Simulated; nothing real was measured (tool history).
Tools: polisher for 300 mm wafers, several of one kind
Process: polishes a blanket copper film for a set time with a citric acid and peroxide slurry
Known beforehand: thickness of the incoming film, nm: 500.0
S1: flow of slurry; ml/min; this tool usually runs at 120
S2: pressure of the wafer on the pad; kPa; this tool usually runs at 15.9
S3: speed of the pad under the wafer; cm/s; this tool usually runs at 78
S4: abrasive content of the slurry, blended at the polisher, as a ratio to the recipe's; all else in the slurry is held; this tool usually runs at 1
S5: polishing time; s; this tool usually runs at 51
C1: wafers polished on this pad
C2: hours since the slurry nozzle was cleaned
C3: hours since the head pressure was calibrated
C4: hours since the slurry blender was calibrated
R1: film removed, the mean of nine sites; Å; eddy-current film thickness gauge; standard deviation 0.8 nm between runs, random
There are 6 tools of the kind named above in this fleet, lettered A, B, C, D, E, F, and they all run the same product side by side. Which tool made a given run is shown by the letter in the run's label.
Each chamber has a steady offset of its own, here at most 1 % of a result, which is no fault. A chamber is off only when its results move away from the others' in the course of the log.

| run | hour | S1 | S2 | S3 | S4 | S5 | C1 | C2 | C3 | C4 | R1 |
|---|---|---|---|---|---|---|---|---|---|---|---|
| 1A | 12.9 | 120 | 15.9 | 78 | 1 | 51 | 1215 | 34 | 117.2 | 137.1 | 592.99 |
|  | 19.3 | chamber A: worn pad replaced by a new one |
|  | 21 | chamber F: slurry blender recalibrated |
| 2E | 25.5 | 120 | 15.9 | 78 | 1 | 51 | 528 | 42.3 | 308 | 294.7 | 597.67 |
|  | 25.8 | chamber C: head pressure recalibrated |
|  | 37.7 | chamber C: slurry blender recalibrated |
|  | 41.3 | chamber E: head pressure recalibrated |
| 3F | 41.3 | 120 | 15.9 | 78 | 1 | 51 | 453 | 223.7 | 98.9 | 20.4 | 579.33 |
| 4C | 52.5 | 120 | 15.9 | 78 | 1 | 51 | 777 | 400.8 | 26.8 | 14.8 | 577.22 |
|  | 60.8 | chamber C: slurry nozzle cleaned |
| 5B | 66 | 120 | 15.9 | 78 | 1 | 51 | 725 | 428.7 | 744.4 | 182.9 | 590.63 |
|  | 73.9 | chamber A: slurry blender recalibrated |
| 6D | 74.4 | 120 | 15.9 | 78 | 1 | 51 | 803 | 442.1 | 321.4 | 161.8 | 595.92 |
|  | 87.3 | chamber C: worn pad replaced by a new one |
| 7D | 87.7 | 120 | 15.9 | 78 | 1 | 51 | 945 | 455.4 | 334.7 | 175.1 | 579.31 |
|  | 87.9 | chamber B: head pressure recalibrated |
| 8C | 98.8 | 120 | 15.9 | 78 | 1 | 51 | 123 | 38 | 73.1 | 61.1 | 582.18 |
|  | 101.4 | chamber D: worn pad replaced by a new one |
|  | 108.6 | chamber E: worn pad replaced by a new one |
| 9A | 114.5 | 120 | 15.9 | 78 | 1 | 51 | 1017 | 135.6 | 218.8 | 40.6 | 582.34 |
|  | 124.4 | chamber F: worn pad replaced by a new one |
|  | 126 | chamber B: worn pad replaced by a new one |
| 10B | 128.7 | 120 | 15.9 | 78 | 1 | 51 | 29 | 491.4 | 40.9 | 245.6 | 567.59 |
|  | 133.4 | chamber D: slurry blender recalibrated |
|  | 138.3 | chamber A: worn pad replaced by a new one |
| 11E | 139.6 | 120 | 15.9 | 78 | 1 | 51 | 331 | 156.4 | 98.3 | 408.8 | 578.54 |
| 12F | 152.2 | 120 | 15.9 | 78 | 1 | 51 | 297 | 334.6 | 209.8 | 131.3 | 583.62 |
| 13F | 166 | 120 | 15.9 | 78 | 1 | 51 | 445 | 348.4 | 223.6 | 145.1 | 562.35 |
| 14B | 174.7 | 120 | 15.9 | 78 | 1 | 51 | 520 | 537.4 | 86.9 | 291.6 | 566.96 |
| 15A | 189.6 | 120 | 15.9 | 78 | 1 | 51 | 548 | 210.7 | 293.9 | 115.7 | 583.5 |
|  | 199 | chamber D: worn pad replaced by a new one |
| 16D | 205.9 | 120 | 15.9 | 78 | 1 | 51 | 74 | 573.6 | 452.9 | 72.5 | 597.58 |
|  | 218.7 | chamber C: worn pad replaced by a new one |
| 17C | 219.4 | 120 | 15.9 | 78 | 1 | 59 | 7 | 158.6 | 193.7 | 181.7 | 679.13 |
| 18E | 228.9 | 120 | 15.9 | 78 | 1 | 59 | 1285 | 245.7 | 187.6 | 498.1 | 663.09 |
|  | 237.9 | chamber B: slurry nozzle cleaned |
|  | 240.2 | chamber E: worn pad replaced by a new one |
|  | 243.2 | chamber F: worn pad replaced by a new one |
| 19B | 244 | 120 | 15.9 | 78 | 1 | 59 | 1260 | 6.1 | 156.2 | 360.9 | 657.69 |
|  | 245.1 | chamber A: slurry nozzle cleaned |
|  | 256.3 | chamber A: worn pad replaced by a new one |
|  | 257 | chamber A: slurry blender recalibrated |
| 20E | 259.8 | 120 | 15.9 | 78 | 1 | 59 | 209 | 276.6 | 218.5 | 529 | 672.98 |
|  | 267.2 | chamber B: worn pad replaced by a new one |
| 21F | 273.5 | 120 | 15.9 | 78 | 1 | 59 | 324 | 455.9 | 331.1 | 252.6 | 676.64 |
|  | 279.1 | chamber C: slurry blender recalibrated |
| 22D | 286.8 | 120 | 15.9 | 78 | 1 | 59 | 938 | 654.5 | 533.8 | 153.4 | 677.01 |
| 23C | 296.2 | 120 | 15.9 | 78 | 1 | 51 | 827 | 235.4 | 270.5 | 17.1 | 577.87 |
|  | 300.7 | chamber A: head pressure recalibrated |
|  | 302.4 | chamber D: slurry nozzle cleaned |
| 24A | 303.9 | 120 | 15.9 | 78 | 1 | 51 | 509 | 58.8 | 3.3 | 46.9 | 593.42 |
| 25A | 313.4 | 120 | 15.9 | 78 | 1 | 51 | 610 | 68.3 | 12.8 | 56.4 | 578.61 |
|  | 316.5 | chamber D: worn pad replaced by a new one |
| 26B | 328.6 | 120 | 15.9 | 78 | 1 | 51 | 656 | 90.7 | 240.8 | 445.5 | 566.44 |
|  | 330.4 | chamber B: slurry blender recalibrated |
| 27E | 339.3 | 120 | 15.9 | 78 | 1 | 51 | 1058 | 356.1 | 298 | 608.5 | 559.04 |
|  | 346.7 | chamber E: worn pad replaced by a new one |
|  | 349.9 | chamber D: slurry blender recalibrated |
|  | 350.2 | chamber C: worn pad replaced by a new one |
| 28D | 351.9 | 120 | 15.9 | 78 | 1 | 51 | 378 | 49.5 | 598.9 | 2 | 590.49 |
|  | 356.4 | chamber F: worn pad replaced by a new one |
| 29C | 366.9 | 120 | 15.9 | 78 | 1 | 51 | 178 | 306.1 | 341.2 | 87.8 | 591.17 |
| 30F | 376.9 | 120 | 15.9 | 78 | 1 | 51 | 219 | 559.3 | 434.5 | 356 | 581.95 |
|  | 381.3 | chamber A: worn pad replaced by a new one |
|  | 383.7 | chamber B: worn pad replaced by a new one |
| 31B | 386 | 120 | 15.9 | 78 | 1 | 51 | 24 | 148.1 | 298.2 | 55.6 | 573.7 |
|  | 391.7 | chamber E: head pressure recalibrated |
| 32A | 400.5 | 120 | 15.9 | 78 | 1 | 51 | 205 | 155.4 | 99.9 | 143.5 | 577.41 |
| 33F | 416.2 | 120 | 15.9 | 78 | 1 | 51 | 639 | 598.6 | 473.8 | 395.3 | 577.58 |
|  | 418.6 | chamber D: worn pad replaced by a new one |
| 34C | 430.3 | 120 | 15.9 | 78 | 1 | 51 | 855 | 369.5 | 404.6 | 151.2 | 582.46 |
| 35E | 443 | 120 | 15.9 | 78 | 1 | 51 | 1028 | 459.8 | 51.4 | 712.2 | 555.82 |
|  | 452.2 | chamber E: worn pad replaced by a new one |
|  | 454.8 | chamber C: worn pad replaced by a new one |
|  | 456.1 | chamber F: worn pad replaced by a new one |
| 36D | 456.5 | 120 | 15.9 | 78 | 1 | 51 | 404 | 154.1 | 703.5 | 106.6 | 579.32 |
|  | 461.7 | chamber F: slurry blender recalibrated |
| 37A | 463.6 | 120 | 15.9 | 78 | 1 | 51 | 879 | 218.5 | 163 | 206.6 | 595.3 |
|  | 463.9 | chamber A: slurry blender recalibrated |
| 38D | 478.3 | 120 | 15.9 | 78 | 1 | 51 | 637 | 175.9 | 725.3 | 128.4 | 597.11 |
|  | 480.8 | chamber A: worn pad replaced by a new one |
|  | 484.6 | chamber C: slurry blender recalibrated |
|  | 491.4 | chamber A: slurry nozzle cleaned |
| 39B | 493.5 | 120 | 15.9 | 78 | 1 | 51 | 1172 | 255.6 | 405.7 | 163.1 | 586.77 |
| 40F | 504.4 | 120 | 15.9 | 78 | 1 | 51 | 516 | 686.8 | 562 | 42.8 | 586.57 |
| 41E | 519.5 | 120 | 15.9 | 78 | 1 | 51 | 719 | 536.3 | 127.9 | 788.7 | 548.94 |
| 42C | 530.3 | 120 | 15.9 | 78 | 1 | 51 | 806 | 469.5 | 504.6 | 45.8 | 577.5 |
| 43A | 540 | 120 | 15.9 | 78 | 1 | 51 | 632 | 48.6 | 239.4 | 76.2 | 593.46 |
|  | 541.9 | chamber D: head pressure recalibrated |
|  | 542.8 | chamber D: worn pad replaced by a new one |
| 44D | 548 | 120 | 15.9 | 78 | 1 | 51 | 55 | 245.6 | 6.2 | 198.1 | 584.09 |

Next, every chamber runs the same settings. What will each give?
| 45A | 559.8 | 120 | 15.9 | 78 | 1 | 59 |  |  |  |  | ? |
| 45B | 559.8 | 120 | 15.9 | 78 | 1 | 59 |  |  |  |  | ? |
| 45C | 559.8 | 120 | 15.9 | 78 | 1 | 59 |  |  |  |  | ? |
| 45D | 559.8 | 120 | 15.9 | 78 | 1 | 59 |  |  |  |  | ? |
| 45E | 559.8 | 120 | 15.9 | 78 | 1 | 59 |  |  |  |  | ? |
| 45F | 559.8 | 120 | 15.9 | 78 | 1 | 59 |  |  |  |  | ? |

| run | R1 |
|---|---|
| 45A | 673.02 |
| 45B | 671.53 |
| 45C | 664.06 |
| 45D | 691.83 |
| 45E | 625.18 |
| 45F | 647.07 |
